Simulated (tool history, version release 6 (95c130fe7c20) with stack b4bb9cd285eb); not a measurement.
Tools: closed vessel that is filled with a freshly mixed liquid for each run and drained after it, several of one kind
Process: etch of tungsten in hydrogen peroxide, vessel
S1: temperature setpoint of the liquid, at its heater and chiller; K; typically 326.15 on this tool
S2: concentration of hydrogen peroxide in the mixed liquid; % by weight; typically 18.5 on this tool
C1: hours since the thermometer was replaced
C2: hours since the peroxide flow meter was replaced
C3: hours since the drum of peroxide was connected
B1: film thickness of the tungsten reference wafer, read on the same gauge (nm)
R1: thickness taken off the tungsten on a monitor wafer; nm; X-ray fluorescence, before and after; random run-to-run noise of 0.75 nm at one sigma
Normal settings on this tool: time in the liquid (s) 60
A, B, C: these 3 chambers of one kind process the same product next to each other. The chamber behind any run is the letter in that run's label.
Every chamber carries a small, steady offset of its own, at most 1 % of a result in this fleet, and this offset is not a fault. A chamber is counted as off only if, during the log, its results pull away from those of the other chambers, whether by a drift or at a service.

Run 1C, day 0.35: usual settings; C1 716.1; C2 203.2; C3 1141.9; B1 89.992. Result: R1 164.34 nm.
At day 0.504: chamber C: new drum of peroxide connected.
Run 2B, day 0.583: usual settings; C1 910.2; C2 881.3; C3 386.7; B1 90.01. Result: R1 164.84 nm.
Run 3A, day 0.825: usual settings; C1 669.5; C2 1194; C3 1088.5; B1 90.003. Result: R1 164.86 nm.
Run 4C, day 1.158: usual settings; C1 735.5; C2 222.6; C3 15.7; B1 90.029. Result: R1 166.17 nm.
Run 5B, day 1.438: usual settings but S2 14 % by weight; C1 930.7; C2 901.8; C3 407.2; B1 90. Result: R1 142.85 nm.
At day 1.562: chamber A: new drum of peroxide connected.
Run 6A, day 1.671: usual settings but S2 14 % by weight; C1 689.8; C2 1214.3; C3 2.7; B1 89.993. Result: R1 143.64 nm.
Run 7C, day 1.992: usual settings but S2 14 % by weight; C1 755.5; C2 242.6; C3 35.7; B1 89.984. Result: R1 144.89 nm.
Run 8A, day 2.283: usual settings; C1 704.5; C2 1229; C3 17.4; B1 90.037. Result: R1 166.5 nm.
Run 9B, day 2.675: usual settings but S1 322.65 K, time in the liquid (s) 40; C1 960.4; C2 931.5; C3 436.9; B1 90.03. Result: R1 89.141 nm.
Run 10C, day 2.938: usual settings but S1 322.65 K, time in the liquid (s) 40; C1 778.2; C2 265.3; C3 58.4; B1 89.952. Result: R1 88.137 nm.
Run 11B, day 3.362: usual settings but S1 322.65 K, time in the liquid (s) 40; C1 976.9; C2 948; C3 453.4; B1 90.015. Result: R1 88.279 nm.
Run 12A, day 3.762: usual settings; C1 740; C2 1264.5; C3 52.9; B1 89.966. Result: R1 166.08 nm.
Run 13C, day 4.242: usual settings but S1 317.65 K, S2 21.5 % by weight; C1 809.5; C2 296.6; C3 89.7; B1 90.008. Result: R1 103.84 nm.
Run 14B, day 4.629: usual settings but S1 317.65 K, S2 21.5 % by weight; C1 1007.3; C2 978.4; C3 483.8; B1 89.979. Result: R1 105.41 nm.
Run 15A, day 5.108: usual settings but S1 317.65 K, S2 21.5 % by weight; C1 772.3; C2 1296.8; C3 85.2; B1 90.043. Result: R1 106.54 nm.
Run 16A, day 5.488: usual settings; C1 781.4; C2 1305.9; C3 94.3; B1 89.989. Result: R1 167.26 nm.
Run 17B, day 5.817: usual settings; C1 1035.8; C2 1006.9; C3 512.3; B1 90.023. Result: R1 165.3 nm.
Run 18C, day 6.258: usual settings; C1 857.9; C2 345; C3 138.1; B1 90.021. Result: R1 161.87 nm.
Run 19A, day 6.583: usual settings; C1 807.7; C2 1332.2; C3 120.6; B1 89.993. Result: R1 164.93 nm.
Run 20B, day 7.079: usual settings; C1 1066.1; C2 1037.2; C3 542.6; B1 90.015. Result: R1 165.45 nm.
Run 21C, day 7.433: usual settings; C1 886.1; C2 373.2; C3 166.3; B1 90.015. Result: R1 160.41 nm.
Run 22A, day 7.796: usual settings; C1 836.8; C2 1361.3; C3 149.7; B1 89.994. Result: R1 165.98 nm.
Run 23B, day 8.017: usual settings; C1 1088.6; C2 1059.7; C3 565.1; B1 90.039. Result: R1 164.82 nm.
Run 24C, day 8.354: usual settings; C1 908.2; C2 395.3; C3 188.4; B1 90.049. Result: R1 159.09 nm.
Run 25B, day 8.775: usual settings; C1 1106.8; C2 1077.9; C3 583.3; B1 89.981. Result: R1 164.33 nm.
Run 26A, day 9.054: usual settings; C1 867; C2 1391.5; C3 179.9; B1 90.047. Result: R1 165.45 nm.

The same settings go to every chamber for the next run, one line per chamber below. Forecast the results for each:
Run 27A, day 9.404: usual settings but S2 13.5 % by weight. Result: R1 ?.
Run 27B, day 9.404: usual settings but S2 13.5 % by weight. Result: R1 ?.
Run 27C, day 9.404: usual settings but S2 13.5 % by weight. Result: R1 ?.

run      R1
27A  142.63
27B  139.72
27C  133.83

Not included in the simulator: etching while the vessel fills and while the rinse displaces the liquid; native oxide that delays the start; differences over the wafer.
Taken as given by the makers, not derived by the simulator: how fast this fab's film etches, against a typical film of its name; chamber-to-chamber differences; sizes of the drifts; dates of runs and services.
